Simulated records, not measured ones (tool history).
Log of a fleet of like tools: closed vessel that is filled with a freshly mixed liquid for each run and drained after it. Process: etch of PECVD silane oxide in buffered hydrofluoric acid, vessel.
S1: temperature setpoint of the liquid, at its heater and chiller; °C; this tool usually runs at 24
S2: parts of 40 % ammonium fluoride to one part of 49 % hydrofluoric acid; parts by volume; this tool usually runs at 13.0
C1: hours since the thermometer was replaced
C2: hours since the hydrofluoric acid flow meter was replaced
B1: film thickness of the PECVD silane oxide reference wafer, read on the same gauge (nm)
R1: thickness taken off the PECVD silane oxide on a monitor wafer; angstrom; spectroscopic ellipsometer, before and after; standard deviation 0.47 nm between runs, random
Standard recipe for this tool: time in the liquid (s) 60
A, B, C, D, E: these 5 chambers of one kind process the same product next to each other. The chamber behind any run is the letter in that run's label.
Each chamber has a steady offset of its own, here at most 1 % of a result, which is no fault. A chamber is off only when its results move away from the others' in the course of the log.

{"run": "1C", "hour": 4.8, "S1": 24, "S2": 13.0, "time in the liquid (s)": 60, "C1": 1159.0, "C2": 611.3, "B1": 110.03, "R1": 884.89}
{"run": "2A", "hour": 10.8, "S1": 24, "S2": 13.0, "time in the liquid (s)": 60, "C1": 1122.3, "C2": 950.3, "B1": 109.99, "R1": 886.46}
{"run": "3E", "hour": 18.4, "S1": 24, "S2": 13.0, "time in the liquid (s)": 60, "C1": 1810.0, "C2": 1441.9, "B1": 110.0, "R1": 876.8}
{"run": "4D", "hour": 24.4, "S1": 24, "S2": 13.0, "time in the liquid (s)": 60, "C1": 352.6, "C2": 89.1, "B1": 110.02, "R1": 875.09}
{"run": "5B", "hour": 29.2, "S1": 24, "S2": 13.0, "time in the liquid (s)": 60, "C1": 1044.3, "C2": 419.6, "B1": 110.01, "R1": 890.4}
{"run": "6A", "hour": 37.4, "S1": 24, "S2": 16.5, "time in the liquid (s)": 75, "C1": 1148.9, "C2": 976.9, "B1": 109.98, "R1": 873.98}
{"run": "7E", "hour": 42.1, "S1": 24, "S2": 16.5, "time in the liquid (s)": 75, "C1": 1833.7, "C2": 1465.6, "B1": 109.99, "R1": 866.72}
{"run": "8D", "hour": 47.4, "S1": 24, "S2": 16.5, "time in the liquid (s)": 75, "C1": 375.6, "C2": 112.1, "B1": 109.99, "R1": 873.42}
{"run": "9B", "hour": 53.1, "S1": 24, "S2": 16.5, "time in the liquid (s)": 75, "C1": 1068.2, "C2": 443.5, "B1": 110.01, "R1": 878.84}
{"run": "10C", "hour": 57.2, "S1": 24, "S2": 16.5, "time in the liquid (s)": 75, "C1": 1211.4, "C2": 663.7, "B1": 109.99, "R1": 869.85}
{"run": "11B", "hour": 64.1, "S1": 24, "S2": 13.0, "time in the liquid (s)": 60, "C1": 1079.2, "C2": 454.5, "B1": 110.02, "R1": 881.55}
{"run": "12C", "hour": 67.8, "S1": 24, "S2": 13.0, "time in the liquid (s)": 60, "C1": 1222.0, "C2": 674.3, "B1": 110.01, "R1": 890.05}
{"run": "13E", "hour": 72.1, "S1": 24, "S2": 13.0, "time in the liquid (s)": 60, "C1": 1863.7, "C2": 1495.6, "B1": 110.03, "R1": 880.41}
{"run": "14D", "hour": 78.7, "S1": 24, "S2": 13.0, "time in the liquid (s)": 60, "C1": 406.9, "C2": 143.4, "B1": 109.98, "R1": 880.42}
{"run": "15A", "hour": 85.1, "S1": 24, "S2": 13.0, "time in the liquid (s)": 60, "C1": 1196.6, "C2": 1024.6, "B1": 110.05, "R1": 888.57}
{"run": "16B", "hour": 93.2, "S1": 24, "S2": 13.0, "time in the liquid (s)": 60, "C1": 1108.3, "C2": 483.6, "B1": 109.99, "R1": 886.63}
{"run": "17C", "hour": 98.0, "S1": 24, "S2": 13.0, "time in the liquid (s)": 60, "C1": 1252.2, "C2": 704.5, "B1": 109.97, "R1": 886.65}
{"run": "18D", "hour": 102.8, "S1": 24, "S2": 13.0, "time in the liquid (s)": 60, "C1": 431.0, "C2": 167.5, "B1": 110.03, "R1": 883.31}
{"run": "19A", "hour": 109.4, "S1": 24, "S2": 13.0, "time in the liquid (s)": 60, "C1": 1220.9, "C2": 1048.9, "B1": 110.02, "R1": 885.35}
{"run": "20E", "hour": 116.7, "S1": 24, "S2": 13.0, "time in the liquid (s)": 60, "C1": 1908.3, "C2": 1540.2, "B1": 109.99, "R1": 861.56}
{"run": "21B", "hour": 122.5, "S1": 24, "S2": 13.0, "time in the liquid (s)": 60, "C1": 1137.6, "C2": 512.9, "B1": 110.03, "R1": 877.89}
{"run": "22E", "hour": 129.0, "S1": 24, "S2": 13.0, "time in the liquid (s)": 75, "C1": 1920.6, "C2": 1552.5, "B1": 109.97, "R1": 1077.7}
{"run": "23C", "hour": 135.9, "S1": 24, "S2": 13.0, "time in the liquid (s)": 75, "C1": 1290.1, "C2": 742.4, "B1": 110.0, "R1": 1106.6}
{"run": "24D", "hour": 144.1, "S1": 24, "S2": 13.0, "time in the liquid (s)": 75, "C1": 472.3, "C2": 208.8, "B1": 109.98, "R1": 1100.6}
{"run": "25A", "hour": 149.2, "S1": 24, "S2": 13.0, "time in the liquid (s)": 75, "C1": 1260.7, "C2": 1088.7, "B1": 109.98, "R1": 1098.7}
{"run": "26D", "hour": 155.2, "S1": 24, "S2": 13.0, "time in the liquid (s)": 75, "C1": 483.4, "C2": 219.9, "B1": 110.03, "R1": 1104.9}
{"run": "27A", "hour": 160.9, "S1": 24, "S2": 13.0, "time in the liquid (s)": 60, "C1": 1272.4, "C2": 1100.4, "B1": 110.0, "R1": 888.34}
{"run": "28B", "hour": 167.9, "S1": 24, "S2": 13.0, "time in the liquid (s)": 60, "C1": 1183.0, "C2": 558.3, "B1": 110.02, "R1": 882.31}
{"run": "29E", "hour": 176.0, "S1": 24, "S2": 13.0, "time in the liquid (s)": 60, "C1": 1967.6, "C2": 1599.5, "B1": 109.95, "R1": 844.83}
{"run": "30C", "hour": 183.4, "S1": 24, "S2": 13.0, "time in the liquid (s)": 60, "C1": 1337.6, "C2": 789.9, "B1": 110.01, "R1": 880.88}
{"run": "31B", "hour": 189.6, "S1": 24, "S2": 13.0, "time in the liquid (s)": 60, "C1": 1204.7, "C2": 580.0, "B1": 110.01, "R1": 883.92}
{"run": "32C", "hour": 194.9, "S1": 24, "S2": 13.0, "time in the liquid (s)": 60, "C1": 1349.1, "C2": 801.4, "B1": 110.03, "R1": 884.67}
{"run": "33A", "hour": 202.2, "S1": 28, "S2": 13.0, "time in the liquid (s)": 60, "C1": 1313.7, "C2": 1141.7, "B1": 109.98, "R1": 1089.1}
{"run": "34D", "hour": 206.6, "S1": 28, "S2": 13.0, "time in the liquid (s)": 60, "C1": 534.8, "C2": 271.3, "B1": 110.03, "R1": 1105.3}
{"run": "35E", "hour": 211.9, "S1": 28, "S2": 13.0, "time in the liquid (s)": 60, "C1": 2003.5, "C2": 1635.4, "B1": 110.0, "R1": 1037.3}

Has any chamber moved away from the others, gradually or after a service, or does the common gauge drift, or do the chambers differ only by their own small steady offsets? State the chamber and the most likely cause if one applies.

Chamber E drifts away from the others.
Cause: hydrofluoric acid flow below the setpoint (%) = 5.32.
Not necessarily distinguishable in this log from: liquid colder than its thermometer reads (K).

Below are 4 candidate recipes for chamber E's next run, each the usual settings with a change, their results shown as question marks. Which of them brings E's results back in line with what the other chambers give on the usual settings?
In line here means within this much of the mean the other chambers give on the usual settings: R1 16.00 angstrom
{"run": "36E-1", "hour": 217.8, "S1": 25.0, "S2": 13.0, "time in the liquid (s)": 60, "R1": "?"}
{"run": "36E-2", "hour": 217.8, "S1": 23.0, "S2": 13.0, "time in the liquid (s)": 60, "R1": "?"}
{"run": "36E-3", "hour": 217.8, "S1": 24.5, "S2": 13.0, "time in the liquid (s)": 60, "R1": "?"}
{"run": "36E-4", "hour": 217.8, "S1": 23.5, "S2": 13.0, "time in the liquid (s)": 60, "R1": "?"}

Average result of the remaining chambers running the usual settings: R1 884.52 angstrom
run=36E-1 R1=883.94
run=36E-2 R1=792.50
run=36E-3 R1=860.25
run=36E-4 R1=814.54
The answer is 36E-1, which returns the chamber to within the allowed miss of the others.
